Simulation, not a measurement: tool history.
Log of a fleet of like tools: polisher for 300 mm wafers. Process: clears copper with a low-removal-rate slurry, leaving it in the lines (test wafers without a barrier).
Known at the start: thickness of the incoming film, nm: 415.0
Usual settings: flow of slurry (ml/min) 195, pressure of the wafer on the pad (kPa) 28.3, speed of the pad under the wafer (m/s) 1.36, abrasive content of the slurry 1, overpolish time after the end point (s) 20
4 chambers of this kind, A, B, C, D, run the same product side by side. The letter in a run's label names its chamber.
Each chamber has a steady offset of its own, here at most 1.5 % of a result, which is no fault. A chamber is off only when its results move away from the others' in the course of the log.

| run | hour | flow of slurry (ml/min) | pressure of the wafer on the pad (kPa) | speed of the pad under the wafer (m/s) | abrasive content of the slurry | overpolish time after the end point (s) | wafers polished on this pad | hours since the slurry nozzle was cleaned | hours since the head pressure was calibrated | hours since the slurry blender was calibrated | time until the end point was called (s) | dishing of a wide line in a test structure (nm) |
|---|---|---|---|---|---|---|---|---|---|---|---|---|
| 1B | 6.3 | 195 | 28.3 | 1.36 | 1 | 20 | 406 | 25.5 | 971.6 | 189.9 | 66.268 | 56.436 |
| 2D | 14.9 | 195 | 28.3 | 1.36 | 1 | 20 | 473 | 675 | 214.1 | 274.9 | 66.149 | 60.625 |
|  | 18.8 | chamber D: worn pad replaced by a new one |
| 3A | 21.2 | 195 | 28.3 | 1.36 | 1 | 20 | 515 | 480.9 | 734 | 502.4 | 65.926 | 58.077 |
|  | 24.7 | chamber A: slurry blender recalibrated |
| 4C | 25.7 | 195 | 28.3 | 1.36 | 1 | 20 | 328 | 150.1 | 736.3 | 92.1 | 65.877 | 61.385 |
| 5C | 30.2 | 195 | 28.3 | 1.36 | 1 | 20 | 378 | 154.6 | 740.8 | 96.6 | 61.843 | 60.963 |
| 6A | 33.9 | 195 | 28.3 | 1.36 | 1 | 20 | 658 | 493.6 | 746.7 | 9.2 | 66.119 | 60.216 |
| 7B | 38.4 | 195 | 28.3 | 1.36 | 1 | 20 | 769 | 57.6 | 1003.7 | 222 | 66.674 | 61.918 |
| 8D | 44.2 | 195 | 28.3 | 1.36 | 1 | 20 | 287 | 704.3 | 243.4 | 304.2 | 66.1 | 62.239 |
| 9A | 52.4 | 195 | 28.3 | 1.36 | 1 | 20 | 867 | 512.1 | 765.2 | 27.7 | 64.845 | 58.532 |
|  | 59.3 | chamber A: worn pad replaced by a new one |
|  | 59.5 | chamber B: worn pad replaced by a new one |
| 10D | 60 | 195 | 28.3 | 1.36 | 1 | 20 | 465 | 720.1 | 259.2 | 320 | 62.268 | 62.005 |
|  | 62 | chamber C: worn pad replaced by a new one |
| 11C | 67.6 | 165 | 28.3 | 1.36 | 1 | 29 | 63 | 192 | 778.2 | 134 | 66.217 | 68.33 |
|  | 68.4 | chamber D: worn pad replaced by a new one |
| 12B | 73.6 | 165 | 28.3 | 1.36 | 1 | 29 | 160 | 92.8 | 1038.9 | 257.2 | 67.615 | 67.11 |
| 13C | 81.5 | 165 | 28.3 | 1.36 | 1 | 29 | 220 | 205.9 | 792.1 | 147.9 | 64.328 | 68.081 |
| 14D | 85.8 | 165 | 28.3 | 1.36 | 1 | 29 | 197 | 745.9 | 285 | 345.8 | 66.896 | 67.516 |
| 15A | 93.2 | 195 | 28.3 | 1.36 | 1 | 20 | 383 | 552.9 | 806 | 68.5 | 65.669 | 61.298 |
| 16B | 100.5 | 195 | 28.3 | 1.36 | 1 | 20 | 464 | 119.7 | 1065.8 | 284.1 | 66.306 | 58.588 |
| 17A | 107.3 | 195 | 28.3 | 1.36 | 1 | 20 | 542 | 567 | 820.1 | 82.6 | 64.426 | 59.169 |
| 18B | 115.1 | 195 | 28.3 | 1.36 | 1 | 20 | 629 | 134.3 | 1080.4 | 298.7 | 65.927 | 61.227 |
|  | 119.8 | chamber D: worn pad replaced by a new one |
|  | 121 | chamber C: slurry blender recalibrated |
| 19D | 122 | 195 | 28.3 | 1.36 | 1 | 20 | 24 | 782.1 | 321.2 | 382 | 67.453 | 59.838 |
| 20C | 128 | 195 | 28.3 | 1.36 | 1 | 20 | 746 | 252.4 | 838.6 | 7 | 65.665 | 60.516 |
| 21D | 132.3 | 195 | 28.3 | 1.36 | 1 | 20 | 141 | 792.4 | 331.5 | 392.3 | 65.946 | 58.437 |
|  | 137.7 | chamber C: worn pad replaced by a new one |
| 22C | 140.4 | 195 | 28.3 | 1.36 | 1 | 20 | 31 | 264.8 | 851 | 19.4 | 63.953 | 58.67 |
| 23B | 146.7 | 195 | 28.3 | 1.36 | 1 | 20 | 986 | 165.9 | 1112 | 330.3 | 66.701 | 58.458 |
| 24A | 154 | 195 | 21.4 | 1.36 | 1 | 9 | 1070 | 613.7 | 866.8 | 129.3 | 85.594 | 27.878 |
|  | 154.3 | chamber B: worn pad replaced by a new one |
|  | 155.7 | chamber A: worn pad replaced by a new one |
| 25D | 158.3 | 195 | 21.4 | 1.36 | 1 | 9 | 435 | 818.4 | 357.5 | 418.3 | 85.623 | 28.392 |
| 26B | 164.3 | 195 | 21.4 | 1.36 | 1 | 9 | 113 | 183.5 | 1129.6 | 347.9 | 86.473 | 29.371 |
| 27A | 171.3 | 195 | 21.4 | 1.36 | 1 | 9 | 176 | 631 | 884.1 | 146.6 | 85.272 | 27.879 |

Is one chamber off against the others, does the gauge drift, or is nothing wrong? If a chamber is off, say which, and what the likeliest cause is.

No chamber stands off beyond its own small offset, and the gauge holds steady.
